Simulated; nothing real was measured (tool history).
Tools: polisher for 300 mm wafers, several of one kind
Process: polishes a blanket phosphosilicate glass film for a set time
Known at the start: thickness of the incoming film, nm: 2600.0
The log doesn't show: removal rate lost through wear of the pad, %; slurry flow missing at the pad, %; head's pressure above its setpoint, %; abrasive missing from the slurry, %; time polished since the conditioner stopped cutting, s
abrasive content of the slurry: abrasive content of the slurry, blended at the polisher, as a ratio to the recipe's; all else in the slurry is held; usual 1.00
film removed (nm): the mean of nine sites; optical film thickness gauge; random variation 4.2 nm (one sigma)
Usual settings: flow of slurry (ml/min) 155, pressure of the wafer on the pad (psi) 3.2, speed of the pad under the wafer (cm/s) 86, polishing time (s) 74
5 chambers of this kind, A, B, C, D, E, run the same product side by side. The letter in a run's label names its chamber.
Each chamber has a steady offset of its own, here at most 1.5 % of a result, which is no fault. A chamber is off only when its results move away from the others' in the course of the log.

run,hour,flow of slurry (ml/min),pressure of the wafer on the pad (psi),speed of the pad under the wafer (cm/s),abrasive content of the slurry,polishing time (s),wafers polished on this pad,hours since the slurry nozzle was cleaned,hours since the head pressure was calibrated,hours since the slurry blender was calibrated,hours since the conditioning disc was replaced,film removed (nm)
1A,7.9,155,3.2,86,1.00,74,211,233.2,181.1,278.9,56.1,496.83
# hour 14.9: chamber E: worn pad replaced by a new one
2C,15.2,155,3.2,86,1.00,74,710,150.4,493.9,43.6,407.5,501.98
# hour 19.2: chamber D: slurry nozzle cleaned
3E,23.4,155,3.2,86,1.00,74,99,193.6,861.2,126.5,97.4,496.14
# hour 26.4: chamber C: conditioning disc replaced and pad reconditioned
4B,34.9,155,3.2,86,1.00,74,412,76.3,560.4,68.7,201.6,490.57
# hour 38.9: chamber E: slurry blender recalibrated
5D,44.8,155,3.2,86,1.00,74,667,25.6,1013.0,95.0,372.0,495.85
# hour 45.2: chamber C: worn pad replaced by a new one
6B,55.3,155,3.2,86,1.00,74,647,96.7,580.8,89.1,222.0,505.61
7E,66.8,155,3.2,86,1.00,74,599,237.0,904.6,28.0,140.8,497.53
8A,75.0,155,3.2,70,0.75,74,984,300.3,248.2,346.0,123.2,360.49
# hour 79.3: chamber E: head pressure recalibrated
# hour 83.9: chamber E: worn pad replaced by a new one
9D,86.9,155,3.2,70,0.75,74,1153,67.7,1055.1,137.1,414.1,366.80
# hour 89.3: chamber E: conditioning disc replaced and pad reconditioned
# hour 94.9: chamber D: worn pad replaced by a new one
10C,97.2,155,3.2,70,0.75,74,599,232.4,575.9,125.6,70.8,370.71
# hour 98.4: chamber B: worn pad replaced by a new one
# hour 107.7: chamber B: slurry blender recalibrated
11E,108.8,155,3.2,70,0.75,74,287,279.0,29.6,70.0,19.6,366.85
# hour 109.4: chamber D: slurry blender recalibrated
# hour 110.2: chamber A: worn pad replaced by a new one
12C,117.6,155,3.2,70,0.75,74,835,252.8,596.3,146.0,91.2,368.12
13A,130.1,155,3.2,86,1.00,74,230,355.4,303.3,401.1,178.3,487.59
# hour 131.2: chamber C: worn pad replaced by a new one
14B,141.2,155,3.2,86,1.00,74,493,182.6,666.7,33.6,307.9,497.01
15D,149.5,155,3.2,86,1.00,74,630,130.3,1117.7,40.2,476.7,501.54
# hour 154.9: chamber C: head pressure recalibrated
# hour 155.3: chamber E: worn pad replaced by a new one
16E,161.0,155,3.2,86,1.00,74,66,331.2,81.8,122.2,71.8,508.98
# hour 161.2: chamber B: head pressure recalibrated
17B,168.7,155,3.2,86,1.00,74,811,210.1,7.6,61.1,335.4,497.12
# hour 170.6: chamber A: slurry nozzle cleaned
# hour 172.6: chamber E: slurry blender recalibrated
# hour 173.7: chamber B: conditioning disc replaced and pad reconditioned
18A,177.1,155,3.2,86,1.00,61,772,6.5,350.3,448.1,225.3,406.01
# hour 183.7: chamber B: worn pad replaced by a new one
19C,187.8,155,3.2,86,1.00,61,653,323.0,32.9,216.2,161.4,411.28
20D,196.2,155,3.2,86,1.00,61,1169,177.0,1164.4,86.9,523.4,413.58
21D,202.0,155,3.2,86,1.00,61,1236,182.8,1170.2,92.7,529.2,411.57
# hour 204.7: chamber A: slurry blender recalibrated
# hour 205.0: chamber D: worn pad replaced by a new one
22A,209.4,155,3.2,86,1.00,61,1144,38.8,382.6,4.7,257.6,406.23
# hour 211.0: chamber D: conditioning disc replaced and pad reconditioned
# hour 211.7: chamber C: slurry blender recalibrated
# hour 215.0: chamber E: worn pad replaced by a new one
23C,218.0,155,3.2,86,1.00,74,1001,353.2,63.1,6.4,191.6,494.23
24B,225.8,155,3.2,86,1.00,74,485,267.2,64.7,118.2,52.1,493.60
# hour 227.4: chamber A: worn pad replaced by a new one
25E,231.8,155,3.2,86,1.00,74,194,402.0,152.6,59.2,142.6,503.32
# hour 237.4: chamber C: worn pad replaced by a new one
# hour 238.8: chamber B: slurry blender recalibrated
26E,244.1,155,3.2,86,1.00,74,336,414.3,164.9,71.5,154.9,500.24
# hour 253.4: chamber D: slurry blender recalibrated
27C,255.5,155,3.2,86,1.00,74,209,390.7,100.6,43.9,229.1,500.22
28D,262.0,155,3.2,86,1.00,74,657,242.8,1230.2,8.7,51.1,499.80
29B,271.8,155,3.9,86,1.25,74,1016,313.2,110.7,33.1,98.1,661.68
30A,281.5,155,3.9,86,1.25,74,624,110.9,454.7,76.8,329.7,660.34
31D,291.2,155,3.9,86,1.25,74,994,272.0,1259.4,37.9,80.3,672.73
32A,302.9,155,3.9,86,1.25,74,870,132.3,476.1,98.2,351.1,662.66
33C,314.2,155,3.9,86,1.25,74,886,449.4,159.3,102.6,287.8,671.40

All 5 chambers run these settings next. Forecast each chamber's results:
34A,323.5,155,3.2,86,1.00,74,,,,,,?
34B,323.5,155,3.2,86,1.00,74,,,,,,?
34C,323.5,155,3.2,86,1.00,74,,,,,,?
34D,323.5,155,3.2,86,1.00,74,,,,,,?
34E,323.5,155,3.2,86,1.00,74,,,,,,?

run,film removed (nm)
34A,494.00
34B,491.16
34C,494.84
34D,504.62
34E,502.29
